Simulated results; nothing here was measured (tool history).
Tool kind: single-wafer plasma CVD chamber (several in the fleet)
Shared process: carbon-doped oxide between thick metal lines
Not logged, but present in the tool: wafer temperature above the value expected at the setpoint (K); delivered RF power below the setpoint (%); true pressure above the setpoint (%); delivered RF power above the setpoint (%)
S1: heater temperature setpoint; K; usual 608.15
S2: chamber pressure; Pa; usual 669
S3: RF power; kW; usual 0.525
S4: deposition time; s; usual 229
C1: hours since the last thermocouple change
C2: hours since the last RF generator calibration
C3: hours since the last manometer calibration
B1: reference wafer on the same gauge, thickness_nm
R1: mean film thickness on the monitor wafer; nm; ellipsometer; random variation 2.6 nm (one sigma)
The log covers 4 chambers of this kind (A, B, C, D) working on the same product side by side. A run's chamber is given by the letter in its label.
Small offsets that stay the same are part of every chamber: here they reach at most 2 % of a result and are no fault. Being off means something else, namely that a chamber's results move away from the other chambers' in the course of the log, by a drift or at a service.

{"run": "1C", "hour": 11.0, "S1": 608.15, "S2": 669, "S3": 0.525, "S4": 229, "C1": 2165.5, "C2": 1927.1, "C3": 584, "B1": 1439.6, "R1": 1243}
{"run": "2A", "hour": 26.1, "S1": 608.15, "S2": 669, "S3": 0.525, "S4": 229, "C1": 2569.1, "C2": 439.9, "C3": 141.2, "B1": 1439.2, "R1": 1225.7}
{"hour": 36.1, "done": "chamber B: RF generator calibrated"}
{"run": "3D", "hour": 38.3, "S1": 608.15, "S2": 669, "S3": 0.525, "S4": 229, "C1": 423.2, "C2": 52.5, "C3": 463.4, "B1": 1440.1, "R1": 1244}
{"run": "4B", "hour": 47.5, "S1": 608.15, "S2": 669, "S3": 0.525, "S4": 229, "C1": 170, "C2": 11.4, "C3": 909.9, "B1": 1439.1, "R1": 1254.5}
{"run": "5C", "hour": 55.7, "S1": 608.15, "S2": 669, "S3": 0.525, "S4": 229, "C1": 2210.2, "C2": 1971.8, "C3": 628.7, "B1": 1440, "R1": 1242}
{"run": "6B", "hour": 63.5, "S1": 608.15, "S2": 525, "S3": 0.42, "S4": 229, "C1": 186, "C2": 27.4, "C3": 925.9, "B1": 1439.7, "R1": 1042.7}
{"run": "7D", "hour": 76.5, "S1": 608.15, "S2": 525, "S3": 0.42, "S4": 229, "C1": 461.4, "C2": 90.7, "C3": 501.6, "B1": 1439.5, "R1": 1029.3}
{"hour": 78.3, "done": "chamber C: thermocouple changed; heater temperature recalibrated"}
{"run": "8A", "hour": 84.7, "S1": 608.15, "S2": 525, "S3": 0.42, "S4": 229, "C1": 2627.7, "C2": 498.5, "C3": 199.8, "B1": 1440, "R1": 1017}
{"run": "9A", "hour": 96.3, "S1": 608.15, "S2": 525, "S3": 0.42, "S4": 229, "C1": 2639.3, "C2": 510.1, "C3": 211.4, "B1": 1440.2, "R1": 1019.4}
{"run": "10C", "hour": 108.5, "S1": 608.15, "S2": 669, "S3": 0.525, "S4": 229, "C1": 30.2, "C2": 2024.6, "C3": 681.5, "B1": 1440.3, "R1": 1242.2}
{"run": "11D", "hour": 120.6, "S1": 608.15, "S2": 669, "S3": 0.525, "S4": 229, "C1": 505.5, "C2": 134.8, "C3": 545.7, "B1": 1440.4, "R1": 1240.4}
{"run": "12B", "hour": 136.8, "S1": 608.15, "S2": 669, "S3": 0.525, "S4": 229, "C1": 259.3, "C2": 100.7, "C3": 999.2, "B1": 1439.7, "R1": 1259.3}
{"run": "13B", "hour": 151.4, "S1": 608.15, "S2": 669, "S3": 0.525, "S4": 229, "C1": 273.9, "C2": 115.3, "C3": 1013.8, "B1": 1439.7, "R1": 1262.9}
{"run": "14C", "hour": 166.3, "S1": 608.15, "S2": 669, "S3": 0.525, "S4": 229, "C1": 88, "C2": 2082.4, "C3": 739.3, "B1": 1440, "R1": 1239.5}
{"run": "15D", "hour": 178.7, "S1": 608.15, "S2": 669, "S3": 0.525, "S4": 229, "C1": 563.6, "C2": 192.9, "C3": 603.8, "B1": 1440, "R1": 1239.3}
{"run": "16A", "hour": 189.6, "S1": 608.15, "S2": 669, "S3": 0.525, "S4": 229, "C1": 2732.6, "C2": 603.4, "C3": 304.7, "B1": 1440.8, "R1": 1215.9}
{"run": "17D", "hour": 205.7, "S1": 608.15, "S2": 669, "S3": 0.525, "S4": 229, "C1": 590.6, "C2": 219.9, "C3": 630.8, "B1": 1440.3, "R1": 1237.8}
{"run": "18B", "hour": 213.6, "S1": 608.15, "S2": 669, "S3": 0.525, "S4": 229, "C1": 336.1, "C2": 177.5, "C3": 1076, "B1": 1439.9, "R1": 1255}
{"run": "19C", "hour": 228.7, "S1": 608.15, "S2": 669, "S3": 0.525, "S4": 229, "C1": 150.4, "C2": 2144.8, "C3": 801.7, "B1": 1440.8, "R1": 1241.6}
{"run": "20A", "hour": 236.7, "S1": 608.15, "S2": 669, "S3": 0.525, "S4": 229, "C1": 2779.7, "C2": 650.5, "C3": 351.8, "B1": 1439.7, "R1": 1214.4}
{"run": "21A", "hour": 244.4, "S1": 608.15, "S2": 669, "S3": 0.525, "S4": 229, "C1": 2787.4, "C2": 658.2, "C3": 359.5, "B1": 1439.1, "R1": 1213.9}
{"run": "22D", "hour": 256.8, "S1": 608.15, "S2": 669, "S3": 0.525, "S4": 229, "C1": 641.7, "C2": 271, "C3": 681.9, "B1": 1439.6, "R1": 1246}
{"run": "23B", "hour": 265.2, "S1": 608.15, "S2": 669, "S3": 0.525, "S4": 229, "C1": 387.7, "C2": 229.1, "C3": 1127.6, "B1": 1439.6, "R1": 1255.8}
{"run": "24C", "hour": 275.8, "S1": 598.15, "S2": 669, "S3": 0.525, "S4": 229, "C1": 197.5, "C2": 2191.9, "C3": 848.8, "B1": 1440.1, "R1": 1281}
{"run": "25C", "hour": 285.4, "S1": 598.15, "S2": 669, "S3": 0.525, "S4": 229, "C1": 207.1, "C2": 2201.5, "C3": 858.4, "B1": 1439.9, "R1": 1282.8}
{"run": "26B", "hour": 300.1, "S1": 598.15, "S2": 669, "S3": 0.525, "S4": 229, "C1": 422.6, "C2": 264, "C3": 1162.5, "B1": 1440.7, "R1": 1298}
{"run": "27A", "hour": 311.9, "S1": 598.15, "S2": 669, "S3": 0.525, "S4": 229, "C1": 2854.9, "C2": 725.7, "C3": 427, "B1": 1440.2, "R1": 1243.7}
{"run": "28D", "hour": 319.4, "S1": 608.15, "S2": 669, "S3": 0.525, "S4": 229, "C1": 704.3, "C2": 333.6, "C3": 744.5, "B1": 1439.5, "R1": 1245.7}
{"run": "29A", "hour": 331.6, "S1": 608.15, "S2": 669, "S3": 0.525, "S4": 229, "C1": 2874.6, "C2": 745.4, "C3": 446.7, "B1": 1440.2, "R1": 1209.4}
{"run": "30D", "hour": 341.9, "S1": 608.15, "S2": 669, "S3": 0.525, "S4": 229, "C1": 726.8, "C2": 356.1, "C3": 767, "B1": 1440.4, "R1": 1234.9}
{"run": "31C", "hour": 356.6, "S1": 608.15, "S2": 669, "S3": 0.525, "S4": 244, "C1": 278.3, "C2": 2272.7, "C3": 929.6, "B1": 1439.8, "R1": 1323.3}
{"run": "32B", "hour": 367.6, "S1": 608.15, "S2": 669, "S3": 0.525, "S4": 244, "C1": 490.1, "C2": 331.5, "C3": 1230, "B1": 1440.8, "R1": 1343.5}
{"hour": 373.9, "done": "chamber C: capacitance manometer re-zeroed and calibrated"}
{"run": "33A", "hour": 379.3, "S1": 608.15, "S2": 669, "S3": 0.525, "S4": 244, "C1": 2922.3, "C2": 793.1, "C3": 494.4, "B1": 1439.1, "R1": 1282.9}
{"run": "34B", "hour": 395.0, "S1": 608.15, "S2": 669, "S3": 0.525, "S4": 244, "C1": 517.5, "C2": 358.9, "C3": 1257.4, "B1": 1440.3, "R1": 1338.9}
{"run": "35C", "hour": 408.1, "S1": 608.15, "S2": 599, "S3": 0.525, "S4": 212, "C1": 329.8, "C2": 2324.2, "C3": 34.3, "B1": 1440.4, "R1": 1134.9}
{"run": "36D", "hour": 416.1, "S1": 608.15, "S2": 599, "S3": 0.525, "S4": 212, "C1": 801, "C2": 430.3, "C3": 841.2, "B1": 1439.8, "R1": 1129.8}
{"run": "37C", "hour": 432.4, "S1": 608.15, "S2": 599, "S3": 0.525, "S4": 212, "C1": 354.1, "C2": 2348.5, "C3": 58.6, "B1": 1439.6, "R1": 1129.5}

Next, all 4 chambers run the settings below, one line each with question marks for the results. What does each chamber give?
{"run": "38A", "hour": 444.1, "S1": 608.15, "S2": 520, "S3": 0.525, "S4": 229, "R1": "?"}
{"run": "38B", "hour": 444.1, "S1": 608.15, "S2": 520, "S3": 0.525, "S4": 229, "R1": "?"}
{"run": "38C", "hour": 444.1, "S1": 608.15, "S2": 520, "S3": 0.525, "S4": 229, "R1": "?"}
{"run": "38D", "hour": 444.1, "S1": 608.15, "S2": 520, "S3": 0.525, "S4": 229, "R1": "?"}

run=38A R1=1154.6
run=38B R1=1211.4
run=38C R1=1196.3
run=38D R1=1197.6
